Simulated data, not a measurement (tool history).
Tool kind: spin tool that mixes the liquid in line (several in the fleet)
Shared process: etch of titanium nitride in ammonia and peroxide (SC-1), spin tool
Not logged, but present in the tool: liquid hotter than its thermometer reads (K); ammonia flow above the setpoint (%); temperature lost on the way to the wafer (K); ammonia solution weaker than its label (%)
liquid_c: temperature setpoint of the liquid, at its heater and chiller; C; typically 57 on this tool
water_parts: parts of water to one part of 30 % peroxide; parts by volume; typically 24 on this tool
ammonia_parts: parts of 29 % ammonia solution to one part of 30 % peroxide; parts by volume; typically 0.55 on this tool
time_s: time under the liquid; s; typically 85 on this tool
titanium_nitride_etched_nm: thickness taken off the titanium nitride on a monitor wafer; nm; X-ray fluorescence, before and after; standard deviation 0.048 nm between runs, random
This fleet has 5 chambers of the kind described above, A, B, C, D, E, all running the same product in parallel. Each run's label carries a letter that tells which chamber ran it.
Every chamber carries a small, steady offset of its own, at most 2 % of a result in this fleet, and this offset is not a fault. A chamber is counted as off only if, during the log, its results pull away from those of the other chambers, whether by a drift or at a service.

run	hour	liquid_c	water_parts	ammonia_parts	time_s	hours since the thermometer was replaced	hours since the ammonia flow meter was replaced	hours since the heated supply line was repaired	hours since the drum of ammonia solution was connected	read-back film thickness of the titanium nitride reference wafer, read on the same gauge (nm)	titanium_nitride_etched_nm
1C	6.2	57	24	0.55	85	330.0	362.8	952.5	241.8	40.012	4.9894
2A	10.7	57	24	0.55	85	113.0	1400.2	303.2	162.8	39.988	4.9666
3E	16.2	57	24	0.55	85	1086.5	506.7	619.9	196.4	40.000	5.0141
4B	22.6	57	24	0.55	85	2621.8	1149.0	1520.1	964.3	40.000	4.9975
5D	26.1	57	24	0.55	85	567.6	507.0	2339.0	86.0	40.014	5.0450
6E	30.5	57	24	0.55	85	1100.8	521.0	634.2	210.7	40.021	5.0246
7D	36.3	57	24	0.30	85	577.8	517.2	2349.2	96.2	39.996	4.4985
8B	40.2	57	24	0.30	85	2639.4	1166.6	1537.7	981.9	39.973	4.3827
9C	44.3	57	24	0.30	85	368.1	400.9	990.6	279.9	39.988	4.4479
10A	49.5	57	24	0.30	85	151.8	1439.0	342.0	201.6	39.977	4.3612
11C	54.4	57	24	0.30	85	378.2	411.0	1000.7	290.0	39.994	4.3923
12A	58.1	57	24	0.55	85	160.4	1447.6	350.6	210.2	40.013	4.9634
13E	64.5	57	24	0.55	85	1134.8	555.0	668.2	244.7	39.985	4.8574
14D	67.6	57	24	0.55	85	609.1	548.5	2380.5	127.5	39.969	5.0743
15B	71.3	57	24	0.55	85	2670.5	1197.7	1568.8	1013.0	40.029	4.9207
16A	74.5	57	24	0.55	85	176.8	1464.0	367.0	226.6	39.996	5.0685
17D	78.4	57	24	0.55	85	619.9	559.3	2391.3	138.3	40.001	4.9749
18C	83.5	54	24	0.35	85	407.3	440.1	1029.8	319.1	40.002	3.7354
19B	89.9	54	24	0.35	85	2689.1	1216.3	1587.4	1031.6	39.979	3.6982
20E	93.1	54	24	0.35	85	1163.4	583.6	696.8	273.3	40.030	3.5777
21E	98.5	54	24	0.35	85	1168.8	589.0	702.2	278.7	40.030	3.5512
22D	104.3	54	24	0.35	85	645.8	585.2	2417.2	164.2	39.993	3.7472
# hour 108.0: chamber B: thermometer replaced
# hour 108.5: chamber B: new drum of ammonia solution connected
23C	109.4	57	24	0.55	85	433.2	466.0	1055.7	345.0	40.023	5.0275
24A	114.4	57	24	0.55	85	216.7	1503.9	406.9	266.5	40.007	4.9262
25B	120.7	62	24	0.65	85	12.8	1247.1	1618.2	12.3	39.978	7.1623
26C	125.4	62	24	0.65	85	449.2	482.0	1071.7	361.0	40.007	7.1707
# hour 126.6: chamber D: thermometer replaced
27B	131.8	62	24	0.65	85	23.9	1258.2	1629.3	23.4	40.022	7.0606
28A	136.9	62	24	0.65	85	239.2	1526.4	429.4	289.0	40.015	7.1247
29E	141.4	62	24	0.65	85	1211.7	631.9	745.1	321.6	39.988	6.6095
30D	146.1	57	24	0.55	85	19.5	627.0	2459.0	206.0	40.010	5.0393
31E	151.0	57	24	0.55	85	1221.3	641.5	754.7	331.2	39.987	4.4792
32D	156.3	57	24	0.55	85	29.7	637.2	2469.2	216.2	39.994	4.9845

All chambers now run identical settings, listed one chamber a line with results as question marks. What results will each chamber show?
33A	161.1	57	24	0.55	40						?
33B	161.1	57	24	0.55	40						?
33C	161.1	57	24	0.55	40						?
33D	161.1	57	24	0.55	40						?
33E	161.1	57	24	0.55	40						?

run	titanium_nitride_etched_nm
33A	2.3523
33B	2.3038
33C	2.3490
33D	2.3839
33E	2.0861

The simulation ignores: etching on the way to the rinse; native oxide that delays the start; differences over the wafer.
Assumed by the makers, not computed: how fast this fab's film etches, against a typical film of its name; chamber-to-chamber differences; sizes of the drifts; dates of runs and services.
